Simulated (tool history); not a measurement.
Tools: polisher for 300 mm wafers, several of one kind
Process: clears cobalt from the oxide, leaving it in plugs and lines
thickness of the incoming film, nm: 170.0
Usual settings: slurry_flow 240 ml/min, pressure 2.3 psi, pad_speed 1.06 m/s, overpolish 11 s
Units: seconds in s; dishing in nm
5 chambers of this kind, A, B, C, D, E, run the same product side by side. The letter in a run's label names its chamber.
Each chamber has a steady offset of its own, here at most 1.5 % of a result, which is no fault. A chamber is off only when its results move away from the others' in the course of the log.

| run | day | slurry_flow | pressure | pad_speed | overpolish | seconds | dishing |
|---|---|---|---|---|---|---|---|
|  | 0.196 | chamber A: worn pad replaced by a new one |
|  | 0.25 | chamber D: worn pad replaced by a new one |
| 1A | 0.558 | 240 | 2.3 | 1.06 | 11 | 23.488 | 41.184 |
|  | 0.667 | chamber C: worn pad replaced by a new one |
| 2D | 0.912 | 240 | 2.3 | 1.06 | 11 | 23.54 | 42.282 |
| 3B | 1.238 | 240 | 2.3 | 1.06 | 11 | 23.963 | 41.734 |
|  | 1.692 | chamber E: worn pad replaced by a new one |
| 4E | 1.85 | 240 | 2.3 | 1.06 | 11 | 24.061 | 42.806 |
| 5C | 2.438 | 240 | 2.3 | 1.06 | 11 | 24.382 | 42.575 |
|  | 2.679 | chamber B: worn pad replaced by a new one |
| 6E | 2.917 | 240 | 2.3 | 1.06 | 11 | 24.282 | 42.741 |
| 7D | 3.217 | 240 | 2.3 | 1.06 | 11 | 23.049 | 42.04 |
| 8B | 3.621 | 240 | 2.3 | 1.06 | 14 | 23.707 | 47.499 |
| 9A | 4.125 | 240 | 2.3 | 1.06 | 14 | 23.513 | 47.548 |
| 10C | 4.412 | 240 | 2.3 | 1.06 | 14 | 23.874 | 47.557 |
|  | 4.704 | chamber A: worn pad replaced by a new one |
|  | 4.758 | chamber D: worn pad replaced by a new one |
| 11A | 4.779 | 240 | 2.3 | 1.06 | 14 | 23.259 | 46.807 |
|  | 4.838 | chamber C: worn pad replaced by a new one |
| 12C | 5.083 | 240 | 2.3 | 1.06 | 14 | 24.044 | 47.345 |
|  | 5.35 | chamber E: worn pad replaced by a new one |
| 13D | 5.492 | 240 | 2.3 | 1.06 | 11 | 23.539 | 41.957 |
| 14E | 5.921 | 240 | 2.3 | 1.06 | 11 | 23.773 | 42.98 |
| 15B | 6.546 | 240 | 2.3 | 1.06 | 11 | 23.78 | 42.461 |
|  | 6.6 | chamber D: slurry nozzle cleaned |
|  | 7.058 | chamber B: worn pad replaced by a new one |
| 16A | 7.1 | 240 | 2.3 | 1.06 | 11 | 23.888 | 42.399 |
| 17B | 7.546 | 240 | 2.3 | 1.06 | 17 | 23.309 | 50.036 |
| 18E | 8.021 | 240 | 2.3 | 1.06 | 17 | 23.63 | 50.63 |
| 19D | 8.438 | 240 | 2.3 | 1.06 | 17 | 23.967 | 50.5 |
|  | 8.442 | chamber A: worn pad replaced by a new one |
|  | 8.617 | chamber D: worn pad replaced by a new one |
| 20C | 9.008 | 240 | 2.3 | 1.06 | 17 | 23.498 | 50.198 |
|  | 9.15 | chamber C: worn pad replaced by a new one |
| 21D | 9.608 | 240 | 2.3 | 1.06 | 17 | 23.171 | 50.172 |
|  | 9.729 | chamber E: worn pad replaced by a new one |
| 22C | 10.096 | 240 | 2.3 | 1.06 | 11 | 24.921 | 42.297 |
| 23E | 10.679 | 240 | 2.3 | 1.06 | 11 | 23.661 | 43.025 |
| 24A | 11.071 | 240 | 2.3 | 1.06 | 11 | 24.409 | 42.971 |
|  | 11.592 | chamber B: worn pad replaced by a new one |
| 25B | 11.633 | 240 | 2.3 | 1.06 | 11 | 23.833 | 42.791 |
| 26A | 11.971 | 240 | 2.3 | 1.06 | 11 | 23.732 | 42.724 |
|  | 12.358 | chamber D: worn pad replaced by a new one |
|  | 12.471 | chamber A: worn pad replaced by a new one |
| 27E | 12.583 | 240 | 2.3 | 1.06 | 11 | 23.626 | 42.385 |
|  | 12.867 | chamber A: head pressure recalibrated |
| 28B | 12.917 | 240 | 2.3 | 1.38 | 11 | 18.428 | 46.926 |
| 29C | 13.371 | 240 | 2.3 | 1.38 | 11 | 19.215 | 47.797 |
|  | 13.446 | chamber C: worn pad replaced by a new one |
|  | 13.621 | chamber E: worn pad replaced by a new one |
| 30D | 13.933 | 240 | 2.3 | 1.38 | 11 | 18.717 | 47.431 |
| 31B | 14.279 | 240 | 2.3 | 1.38 | 11 | 18.416 | 48.925 |
| 32D | 14.654 | 240 | 2.3 | 1.38 | 11 | 18.11 | 47.837 |
| 33C | 15.188 | 240 | 2.3 | 1.06 | 11 | 26.135 | 41.786 |
|  | 15.404 | chamber B: worn pad replaced by a new one |
| 34A | 15.696 | 240 | 2.3 | 1.06 | 11 | 24.061 | 41.383 |
| 35E | 16.258 | 240 | 2.3 | 1.06 | 11 | 24.639 | 43.681 |
| 36D | 16.792 | 240 | 2.3 | 1.06 | 11 | 23.681 | 42.841 |
|  | 16.846 | chamber D: head pressure recalibrated |
|  | 16.967 | chamber D: worn pad replaced by a new one |
|  | 17 | chamber C: worn pad replaced by a new one |
|  | 17.004 | chamber E: slurry nozzle cleaned |
|  | 17.158 | chamber A: worn pad replaced by a new one |
| 37E | 17.267 | 240 | 2.3 | 1.06 | 11 | 23.673 | 42.668 |
|  | 17.667 | chamber D: slurry nozzle cleaned |
| 38C | 17.762 | 280 | 2.3 | 1.06 | 5 | 25.02 | 25.684 |
|  | 17.846 | chamber E: worn pad replaced by a new one |
|  | 17.933 | chamber A: slurry nozzle cleaned |
| 39B | 18.1 | 280 | 2.3 | 1.06 | 5 | 23.671 | 26.533 |
| 40A | 18.417 | 280 | 2.3 | 1.06 | 5 | 23.194 | 27.296 |
| 41E | 19.025 | 280 | 2.3 | 1.06 | 5 | 23.929 | 27.176 |
|  | 19.629 | chamber B: worn pad replaced by a new one |
| 42B | 19.629 | 280 | 2.3 | 1.06 | 5 | 23.785 | 26.36 |
| 43D | 20.175 | 240 | 2.3 | 1.06 | 11 | 24.148 | 41.516 |
|  | 20.55 | chamber C: slurry nozzle cleaned |
| 44C | 20.617 | 240 | 2.3 | 1.06 | 11 | 27.266 | 41.231 |

All 5 chambers run these settings next. Forecast each chamber's results:
| 45A | 21.071 | 240 | 2.3 | 1.06 | 16 | ? | ? |
| 45B | 21.071 | 240 | 2.3 | 1.06 | 16 | ? | ? |
| 45C | 21.071 | 240 | 2.3 | 1.06 | 16 | ? | ? |
| 45D | 21.071 | 240 | 2.3 | 1.06 | 16 | ? | ? |
| 45E | 21.071 | 240 | 2.3 | 1.06 | 16 | ? | ? |

| run | seconds | dishing |
|---|---|---|
| 45A | 23.396 | 49.886 |
| 45B | 23.686 | 48.203 |
| 45C | 25.718 | 48.621 |
| 45D | 23.244 | 48.972 |
| 45E | 23.32 | 50.921 |
